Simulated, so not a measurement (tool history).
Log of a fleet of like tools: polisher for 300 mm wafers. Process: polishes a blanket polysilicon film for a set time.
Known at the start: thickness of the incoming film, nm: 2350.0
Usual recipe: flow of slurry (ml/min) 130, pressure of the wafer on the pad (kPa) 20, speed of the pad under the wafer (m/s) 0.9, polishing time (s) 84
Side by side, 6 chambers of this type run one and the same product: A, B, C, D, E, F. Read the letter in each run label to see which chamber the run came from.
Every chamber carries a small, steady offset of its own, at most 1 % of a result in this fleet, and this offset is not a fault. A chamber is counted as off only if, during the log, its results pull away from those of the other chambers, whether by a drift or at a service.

run,hour,flow of slurry (ml/min),pressure of the wafer on the pad (kPa),speed of the pad under the wafer (m/s),polishing time (s),wafers polished on this pad,hours since the slurry nozzle was cleaned,hours since the head pressure was calibrated,film removed (angstrom)
1C,5.8,130,20,0.9,84,264,282.5,1402.7,6668.4
# hour 9: chamber C: slurry nozzle cleaned
2A,10.4,130,20,0.9,84,525,123.4,806.5,6518.7
3B,13.8,130,20,0.9,84,730,332.4,207.3,6909
# hour 16.3: chamber F: worn pad replaced by a new one
4F,17.5,130,20,0.9,84,17,186.7,485.3,6741.4
# hour 20.1: chamber A: worn pad replaced by a new one
# hour 20.4: chamber E: worn pad replaced by a new one
# hour 20.6: chamber E: slurry nozzle cleaned
5D,21.2,130,20,0.9,84,544,53.5,688.1,6676.9
6E,25.7,130,20,0.9,84,74,5.2,745.6,7002.2
# hour 27.2: chamber E: head pressure recalibrated
7E,29.9,130,20,0.9,84,132,9.4,2.8,6810.8
# hour 30.3: chamber C: worn pad replaced by a new one
8A,34.2,130,20,0.9,84,196,147.2,830.3,6788.7
9F,38.9,130,20,0.9,84,314,208.1,506.7,6740.6
10D,44.9,130,20,0.9,84,873,77.2,711.8,6819.2
# hour 45.1: chamber C: head pressure recalibrated
11B,49.4,130,20,0.9,84,1223,368,242.9,6619.3
# hour 54: chamber D: worn pad replaced by a new one
12C,55.3,130,20,0.9,84,347,46.4,10.2,6902.5
13F,60.3,130,20,0.9,84,610,229.5,528.1,6537.7
14E,63.9,130,20,0.9,84,603,43.4,36.8,6683.2
# hour 64.5: chamber B: worn pad replaced by a new one
# hour 67: chamber A: worn pad replaced by a new one
15D,67.2,130,14.5,0.9,84,183,99.5,734.1,5017.1
16B,70.6,130,14.5,0.9,84,85,389.2,264.1,4895.1
17A,74.5,130,14.5,0.9,84,104,187.5,870.6,4905.1
# hour 77.7: chamber C: worn pad replaced by a new one
18C,78.5,130,14.5,0.9,84,11,69.6,33.4,4938.5
19C,82.2,130,14.5,0.9,84,62,73.3,37.1,4866.5
20E,86.7,130,14.5,0.9,84,920,66.2,59.6,4933.5
# hour 88.1: chamber F: worn pad replaced by a new one
21F,89.5,100,20,0.76,84,20,258.7,557.3,5119.2
22A,94.5,100,20,0.76,84,381,207.5,890.6,5344
23D,100.4,100,20,0.76,84,643,132.7,767.3,5342
24B,103.9,100,20,0.76,84,547,422.5,297.4,5399.1
25A,108.6,100,20,0.76,84,577,221.6,904.7,5291.4
# hour 111.8: chamber A: worn pad replaced by a new one
26C,114.6,100,20,0.76,84,512,105.7,69.5,5353.1
# hour 115.2: chamber C: worn pad replaced by a new one
27E,120.4,130,20,0.9,84,1387,99.9,93.3,6745.7
# hour 121.1: chamber E: worn pad replaced by a new one
# hour 121.2: chamber D: worn pad replaced by a new one
28B,124.3,130,20,0.9,84,830,442.9,317.8,6864.9
29D,130.4,130,20,0.9,84,127,162.7,797.3,6700.2
30F,136.7,130,20,0.9,84,674,305.9,604.5,6410.7
31A,141.3,165,20,1.04,84,409,254.3,937.4,7760.9
32D,144.8,165,20,1.04,84,327,177.1,811.7,8132.6
33B,148.1,165,20,1.04,84,1160,466.7,341.6,8246.5
# hour 150: chamber A: worn pad replaced by a new one
34E,154.1,165,20,1.04,84,458,133.6,127,8145.9
35F,158.3,165,20,1.04,84,974,327.5,626.1,7696.9
# hour 161.6: chamber C: worn pad replaced by a new one
36C,163.7,165,20,1.04,84,30,154.8,118.6,8160.4
37D,170,130,20,0.9,84,676,202.3,836.9,6755.3
# hour 172.4: chamber B: worn pad replaced by a new one
38A,173.1,130,20,0.9,84,321,286.1,969.2,6651.8
39B,177,130,20,0.9,84,65,495.6,370.5,6508
40E,182.1,130,20,0.9,103,846,161.6,155,8461.2
41C,187.5,130,20,0.9,103,360,178.6,142.4,8229.7

Decide between three cases: one chamber stands off from its peers, the gauge reading all wafers drifts, or nothing is wrong past each chamber's small offset. Where a chamber is off, say which and what most likely put it there.

It is chamber F that slowly wanders off from its peers.
Most likely cause: slurry flow missing at the pad, % = 28.9.
The log might look much the same if the cause were instead: head's pressure below its setpoint, %.

Which of the 4 candidates below, each the usual settings with something changed and its results left as question marks, puts chamber F back in line with what the other chambers give on the usual settings?
Allowed miss from the other chambers' usual-settings mean, per result, to count as in line: film removed (angstrom) 320
42F-1,192.2,80,20,0.9,84,,,,?
42F-2,192.2,130,19.3,0.88,82,,,,?
42F-3,192.2,130,20,1.04,84,,,,?
42F-4,192.2,130,20.7,0.92,86,,,,?

Average result of the remaining chambers running the usual settings: film removed (angstrom) 6742.7
run,film removed (angstrom)
42F-1,5394.8
42F-2,5813
42F-3,7274.3
42F-4,6826.9
It is 42F-4 that realigns the chamber with its peers.
